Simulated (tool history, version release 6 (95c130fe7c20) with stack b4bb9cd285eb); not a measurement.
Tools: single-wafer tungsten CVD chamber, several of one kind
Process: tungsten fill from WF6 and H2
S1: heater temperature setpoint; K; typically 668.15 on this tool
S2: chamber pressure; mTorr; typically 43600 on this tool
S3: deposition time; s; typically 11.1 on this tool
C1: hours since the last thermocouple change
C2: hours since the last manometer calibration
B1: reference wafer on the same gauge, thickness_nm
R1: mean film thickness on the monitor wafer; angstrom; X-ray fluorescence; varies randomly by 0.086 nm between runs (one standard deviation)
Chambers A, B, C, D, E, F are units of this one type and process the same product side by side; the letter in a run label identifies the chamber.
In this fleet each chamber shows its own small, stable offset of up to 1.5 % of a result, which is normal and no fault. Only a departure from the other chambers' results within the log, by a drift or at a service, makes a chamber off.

Run 1F, hour 10.8: usual settings; C1 690.9; C2 461.8; B1 29.502. Result: R1 352.82 angstrom.
At hour 12.5: chamber D: thermocouple changed; heater temperature recalibrated.
Run 2D, hour 18.8: usual settings; C1 6.4; C2 654.4; B1 29.516. Result: R1 344.25 angstrom.
Run 3B, hour 29.4: usual settings; C1 2003.8; C2 422.9; B1 29.492. Result: R1 351.84 angstrom.
At hour 36.9: chamber A: thermocouple changed; heater temperature recalibrated.
Run 4A, hour 37.5: usual settings; C1 0.7; C2 685.9; B1 29.496. Result: R1 350.05 angstrom.
Run 5E, hour 46.2: usual settings; C1 1474.4; C2 557.7; B1 29.502. Result: R1 349.91 angstrom.
Run 6C, hour 52.2: usual settings; C1 1247.6; C2 1914.5; B1 29.490. Result: R1 348.48 angstrom.
Run 7F, hour 58.7: usual settings; C1 738.8; C2 509.7; B1 29.485. Result: R1 353.72 angstrom.
Run 8D, hour 67.8: usual settings; C1 55.4; C2 703.4; B1 29.488. Result: R1 343.24 angstrom.
Run 9A, hour 77.8: usual settings; C1 41.0; C2 726.2; B1 29.493. Result: R1 350.32 angstrom.
Run 10C, hour 88.2: usual settings; C1 1283.6; C2 1950.5; B1 29.515. Result: R1 350.57 angstrom.
Run 11B, hour 97.6: usual settings; C1 2072.0; C2 491.1; B1 29.486. Result: R1 351.23 angstrom.
Run 12E, hour 102.4: usual settings; C1 1530.6; C2 613.9; B1 29.517. Result: R1 349.78 angstrom.
Run 13C, hour 107.2: usual settings; C1 1302.6; C2 1969.5; B1 29.506. Result: R1 351.16 angstrom.
Run 14A, hour 115.4: usual settings; C1 78.6; C2 763.8; B1 29.490. Result: R1 349.64 angstrom.
Run 15F, hour 122.4: usual settings; C1 802.5; C2 573.4; B1 29.499. Result: R1 353.95 angstrom.
Run 16B, hour 130.6: usual settings; C1 2105.0; C2 524.1; B1 29.492. Result: R1 350.42 angstrom.
Run 17D, hour 138.8: usual settings but S1 676.15 K, S3 10.3 s; C1 126.4; C2 774.4; B1 29.502. Result: R1 370.00 angstrom.
Run 18E, hour 146.6: usual settings but S1 676.15 K, S3 10.3 s; C1 1574.8; C2 658.1; B1 29.500. Result: R1 372.10 angstrom.
Run 19F, hour 156.9: usual settings but S1 676.15 K, S3 10.3 s; C1 837.0; C2 607.9; B1 29.513. Result: R1 379.63 angstrom.
Run 20E, hour 164.2: usual settings but S1 676.15 K, S3 10.3 s; C1 1592.4; C2 675.7; B1 29.506. Result: R1 371.96 angstrom.
Run 21C, hour 170.9: usual settings but S1 676.15 K, S3 10.3 s; C1 1366.3; C2 2033.2; B1 29.484. Result: R1 375.56 angstrom.
Run 22A, hour 176.8: usual settings but S1 676.15 K, S3 10.3 s; C1 140.0; C2 825.2; B1 29.502. Result: R1 375.23 angstrom.
Run 23B, hour 187.3: usual settings; C1 2161.7; C2 580.8; B1 29.493. Result: R1 350.51 angstrom.
Run 24D, hour 198.2: usual settings; C1 185.8; C2 833.8; B1 29.499. Result: R1 343.32 angstrom.
Run 25B, hour 203.0: usual settings but S2 37700 mTorr; C1 2177.4; C2 596.5; B1 29.506. Result: R1 326.64 angstrom.
Run 26A, hour 210.1: usual settings but S2 37700 mTorr; C1 173.3; C2 858.5; B1 29.499. Result: R1 327.81 angstrom.
Run 27C, hour 221.1: usual settings but S2 37700 mTorr; C1 1416.5; C2 2083.4; B1 29.487. Result: R1 326.37 angstrom.
Run 28E, hour 231.8: usual settings but S2 37700 mTorr; C1 1660.0; C2 743.3; B1 29.512. Result: R1 325.25 angstrom.
Run 29D, hour 237.4: usual settings but S2 37700 mTorr; C1 225.0; C2 873.0; B1 29.502. Result: R1 322.22 angstrom.
At hour 244.0: chamber F: thermocouple changed; heater temperature recalibrated.
Run 30F, hour 244.3: usual settings but S2 37700 mTorr; C1 0.4; C2 695.3; B1 29.513. Result: R1 331.02 angstrom.
Run 31B, hour 252.3: usual settings; C1 2226.7; C2 645.8; B1 29.500. Result: R1 349.71 angstrom.
Run 32D, hour 259.6: usual settings but S1 677.15 K, S2 33800 mTorr; C1 247.2; C2 895.2; B1 29.497. Result: R1 360.62 angstrom.
Run 33F, hour 270.3: usual settings but S1 677.15 K, S2 33800 mTorr; C1 26.4; C2 721.3; B1 29.494. Result: R1 369.83 angstrom.
Run 34A, hour 279.0: usual settings but S1 677.15 K, S2 33800 mTorr; C1 242.2; C2 927.4; B1 29.507. Result: R1 366.02 angstrom.
At hour 281.3: chamber C: capacitance manometer re-zeroed and calibrated.
Run 35C, hour 289.0: usual settings but S1 677.15 K, S2 33800 mTorr; C1 1484.4; C2 7.8; B1 29.490. Result: R1 365.24 angstrom.
Run 36E, hour 299.9: usual settings but S1 677.15 K, S2 33800 mTorr; C1 1728.1; C2 811.4; B1 29.509. Result: R1 361.50 angstrom.
Run 37A, hour 309.0: usual settings but S1 677.15 K, S2 33800 mTorr; C1 272.2; C2 957.4; B1 29.515. Result: R1 366.58 angstrom.
Run 38E, hour 315.6: usual settings; C1 1743.8; C2 827.1; B1 29.483. Result: R1 348.51 angstrom.

Has any chamber moved away from the others, gradually or after a service, or does the common gauge drift, or do the chambers differ only by their own small steady offsets? State the chamber and the most likely cause if one applies.

The fleet is healthy, with each chamber sitting at its usual small offset and no drift in the gauge.
